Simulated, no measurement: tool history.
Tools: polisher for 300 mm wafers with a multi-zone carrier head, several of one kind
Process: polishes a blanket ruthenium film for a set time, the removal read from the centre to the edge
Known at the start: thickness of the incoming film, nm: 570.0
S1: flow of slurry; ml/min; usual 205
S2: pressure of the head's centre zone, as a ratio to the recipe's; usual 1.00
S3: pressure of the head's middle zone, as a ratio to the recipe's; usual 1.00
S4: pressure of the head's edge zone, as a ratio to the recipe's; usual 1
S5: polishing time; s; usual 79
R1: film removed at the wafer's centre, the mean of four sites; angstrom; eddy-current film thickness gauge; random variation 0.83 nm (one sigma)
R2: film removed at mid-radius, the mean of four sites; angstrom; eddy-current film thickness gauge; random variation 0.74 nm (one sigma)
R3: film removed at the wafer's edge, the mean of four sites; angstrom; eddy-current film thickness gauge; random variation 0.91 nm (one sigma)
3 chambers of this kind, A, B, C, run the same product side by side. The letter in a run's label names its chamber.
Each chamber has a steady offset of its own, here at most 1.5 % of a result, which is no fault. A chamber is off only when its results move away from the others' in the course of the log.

| run | hour | S1 | S2 | S3 | S4 | S5 | R1 | R2 | R3 |
|---|---|---|---|---|---|---|---|---|---|
|  | 0.7 | chamber C: worn pad replaced by a new one |
| 1B | 5.9 | 205 | 1.00 | 1.00 | 1 | 79 | 845.55 | 834.85 | 836.94 |
| 2A | 10.3 | 205 | 1.00 | 1.00 | 1 | 79 | 853.11 | 836.32 | 827.44 |
| 3C | 14.3 | 205 | 1.00 | 1.00 | 1 | 79 | 842.66 | 848.09 | 849.03 |
| 4C | 18.1 | 205 | 1.00 | 1.00 | 1 | 79 | 851.05 | 853.28 | 832.85 |
| 5A | 24.2 | 205 | 1.00 | 1.00 | 1 | 79 | 843.27 | 842.96 | 852.10 |
| 6B | 29.9 | 205 | 1.00 | 1.00 | 1 | 79 | 847.23 | 825.41 | 835.29 |
| 7C | 34.5 | 205 | 1.00 | 1.00 | 1 | 79 | 842.98 | 846.33 | 830.74 |
| 8A | 38.2 | 205 | 1.00 | 1.00 | 1 | 79 | 843.04 | 834.26 | 826.74 |
|  | 39.9 | chamber A: worn pad replaced by a new one |
| 9B | 42.0 | 205 | 1.00 | 1.00 | 1 | 79 | 838.88 | 834.89 | 831.70 |
| 10A | 47.8 | 205 | 1.00 | 1.00 | 1 | 79 | 842.21 | 834.80 | 852.66 |
|  | 49.8 | chamber B: worn pad replaced by a new one |
| 11C | 53.6 | 205 | 1.00 | 1.00 | 1 | 79 | 840.79 | 851.16 | 856.09 |
| 12B | 56.2 | 205 | 1.00 | 1.00 | 1 | 79 | 836.23 | 837.92 | 843.84 |
| 13C | 60.6 | 145 | 1.00 | 1.00 | 1 | 79 | 769.66 | 801.90 | 808.55 |
| 14B | 66.7 | 145 | 1.00 | 1.00 | 1 | 79 | 790.98 | 805.67 | 806.75 |
| 15A | 69.3 | 145 | 1.00 | 1.00 | 1 | 79 | 803.50 | 785.90 | 822.46 |
|  | 70.5 | chamber A: edge zone pressure recalibrated |
| 16A | 74.3 | 205 | 1.00 | 1.00 | 1 | 79 | 836.49 | 847.98 | 851.57 |
| 17C | 80.3 | 205 | 1.00 | 1.00 | 1 | 79 | 818.69 | 852.32 | 835.74 |
|  | 80.8 | chamber C: worn pad replaced by a new one |
| 18B | 84.4 | 205 | 1.00 | 1.00 | 1 | 79 | 847.73 | 843.40 | 840.26 |
| 19C | 88.7 | 205 | 1.00 | 1.00 | 1 | 79 | 834.50 | 840.99 | 846.11 |
| 20B | 92.3 | 205 | 1.00 | 1.00 | 1 | 79 | 852.75 | 841.81 | 832.17 |
| 21A | 96.8 | 205 | 1.00 | 1.00 | 1 | 79 | 836.36 | 834.08 | 841.65 |
| 22A | 100.4 | 205 | 1.00 | 1.00 | 1 | 79 | 848.91 | 830.25 | 827.77 |
| 23B | 103.6 | 205 | 1.00 | 1.00 | 1 | 79 | 838.38 | 830.61 | 840.63 |
| 24C | 109.7 | 205 | 1.00 | 1.00 | 1 | 79 | 817.56 | 837.47 | 852.01 |
|  | 115.3 | chamber B: worn pad replaced by a new one |
| 25B | 115.3 | 205 | 1.00 | 0.93 | 1 | 79 | 858.39 | 788.85 | 826.99 |
| 26A | 120.6 | 205 | 1.00 | 0.93 | 1 | 79 | 830.15 | 785.66 | 836.15 |
| 27C | 125.1 | 205 | 1.00 | 0.93 | 1 | 79 | 810.94 | 792.13 | 832.21 |
| 28C | 130.2 | 205 | 1.00 | 1.00 | 1 | 79 | 800.23 | 849.50 | 832.84 |
| 29A | 134.0 | 205 | 1.00 | 1.00 | 1 | 79 | 833.43 | 837.69 | 862.55 |
| 30B | 139.4 | 205 | 1.11 | 1.00 | 1 | 79 | 963.67 | 834.18 | 858.22 |
|  | 142.1 | chamber A: worn pad replaced by a new one |
| 31A | 144.8 | 205 | 1.11 | 1.00 | 1 | 79 | 949.92 | 846.19 | 866.37 |
| 32C | 148.4 | 205 | 1.11 | 1.00 | 1 | 79 | 897.59 | 830.96 | 828.29 |
| 33B | 153.7 | 205 | 1.00 | 1.00 | 1 | 79 | 849.80 | 851.45 | 835.68 |

What goes on in this fleet: one chamber off, a drifting gauge, or nothing beyond the chambers' own small offsets? Name the chamber and the cause, if any.

Chamber C drifts away from the others.
Cause: centre zone's pressure below its setpoint, % = 5.91.

Here are 4 candidates for chamber C's next run, each the usual settings with a change, their results left as question marks. Which one brings its results back in line with what the others give on the usual settings?
In line means no further than this from the other chambers' mean on the usual settings: R1 29.00 angstrom; R2 26.00 angstrom; R3 32.00 angstrom
| 34C-1 | 158.1 | 200 | 0.95 | 1.02 | 1.01 | 78 | ? | ? | ? |
| 34C-2 | 158.1 | 210 | 1.09 | 0.96 | 0.98 | 81 | ? | ? | ? |
| 34C-3 | 158.1 | 210 | 1.05 | 0.98 | 0.99 | 80 | ? | ? | ? |
| 34C-4 | 158.1 | 200 | 0.91 | 1.04 | 1.02 | 77 | ? | ? | ? |

The other chambers' mean on the usual settings: R1 844.56 angstrom; R2 839.25 angstrom; R3 838.99 angstrom
| run | R1 | R2 | R3 |
|---|---|---|---|
| 34C-1 | 736.36 | 848.53 | 819.81 |
| 34C-2 | 895.01 | 839.46 | 842.91 |
| 34C-3 | 848.89 | 844.81 | 836.73 |
| 34C-4 | 693.39 | 852.70 | 813.32 |
34C-3 brings the chamber back in line.
